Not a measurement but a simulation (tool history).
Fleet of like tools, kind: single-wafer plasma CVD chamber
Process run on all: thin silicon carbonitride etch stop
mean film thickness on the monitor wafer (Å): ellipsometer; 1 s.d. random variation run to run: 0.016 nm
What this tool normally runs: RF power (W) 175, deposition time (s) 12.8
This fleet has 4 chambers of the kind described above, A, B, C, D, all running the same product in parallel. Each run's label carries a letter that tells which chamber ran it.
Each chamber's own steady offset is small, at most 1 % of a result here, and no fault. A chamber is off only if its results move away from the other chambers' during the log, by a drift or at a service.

| run | hour | RF power (W) | deposition time (s) | read-back reference wafer on the same gauge, thickness_nm | mean film thickness on the monitor wafer (Å) |
|---|---|---|---|---|---|
| 1D | 6.5 | 175 | 12.8 | 7.1172 | 69.666 |
| 2A | 14.1 | 175 | 12.8 | 7.1220 | 70.259 |
| 3C | 25.6 | 175 | 12.8 | 7.1199 | 69.914 |
| 4B | 34.7 | 175 | 12.8 | 7.1184 | 70.207 |
| 5C | 43.1 | 175 | 12.8 | 7.1224 | 70.162 |
| 6B | 50.7 | 175 | 12.8 | 7.1181 | 70.183 |
| 7A | 58.9 | 175 | 12.8 | 7.1212 | 70.239 |
| 8D | 65.7 | 175 | 12.8 | 7.1167 | 69.586 |
| 9A | 71.6 | 175 | 12.8 | 7.1167 | 70.555 |
| 10C | 78.0 | 175 | 12.8 | 7.1221 | 69.925 |
| 11D | 87.2 | 175 | 12.8 | 7.1193 | 69.698 |
| 12B | 94.5 | 175 | 12.8 | 7.1243 | 70.359 |
| 13D | 100.7 | 175 | 12.8 | 7.1229 | 69.407 |
| 14A | 108.8 | 175 | 12.8 | 7.1213 | 70.202 |
| 15B | 116.2 | 175 | 12.8 | 7.1175 | 70.319 |
| 16C | 121.5 | 195 | 12.0 | 7.1211 | 67.238 |
| 17C | 128.9 | 195 | 12.0 | 7.1206 | 67.185 |
| 18B | 137.8 | 195 | 12.0 | 7.1217 | 68.355 |
| 19D | 146.5 | 195 | 12.0 | 7.1200 | 67.537 |
| 20A | 157.8 | 175 | 12.8 | 7.1204 | 70.544 |
| 21B | 163.2 | 175 | 12.8 | 7.1199 | 70.769 |
| 22D | 174.2 | 175 | 12.8 | 7.1206 | 69.560 |
| 23A | 179.4 | 175 | 12.8 | 7.1169 | 70.105 |
| 24C | 188.6 | 155 | 14.8 | 7.1210 | 76.501 |
| 25A | 197.9 | 155 | 14.8 | 7.1212 | 78.439 |
| 26C | 205.1 | 155 | 14.8 | 7.1188 | 76.839 |
| 27D | 210.3 | 155 | 14.8 | 7.1239 | 77.411 |
| 28B | 216.9 | 175 | 12.8 | 7.1206 | 70.493 |

Is one chamber out of step, is the gauge drifting, or do the chambers differ by no more than their own small offsets? For an off chamber, give its letter and the likeliest cause.

Little by little, chamber C moves away from the other chambers.
Likeliest cause: delivered RF power below the setpoint (%) = 5.71.

Below are 4 candidate recipes for chamber C's next run, each the usual settings with a change, their results shown as question marks. Which of them brings C's results back in line with what the other chambers give on the usual settings?
Counts as in line when no further than this from what the other chambers average on the usual settings: mean film thickness on the monitor wafer (Å) 0.560
| 29C-1 | 225.2 | 175 | 12.5 |  | ? |
| 29C-2 | 225.2 | 205 | 12.8 |  | ? |
| 29C-3 | 225.2 | 175 | 13.1 |  | ? |
| 29C-4 | 225.2 | 175 | 12.2 |  | ? |

Usual-settings mean across the other chambers: mean film thickness on the monitor wafer (Å) 70.111
| run | mean film thickness on the monitor wafer (Å) |
|---|---|
| 29C-1 | 67.112 |
| 29C-2 | 72.030 |
| 29C-3 | 70.333 |
| 29C-4 | 65.501 |
With 29C-3, the chamber falls back in line with the rest.

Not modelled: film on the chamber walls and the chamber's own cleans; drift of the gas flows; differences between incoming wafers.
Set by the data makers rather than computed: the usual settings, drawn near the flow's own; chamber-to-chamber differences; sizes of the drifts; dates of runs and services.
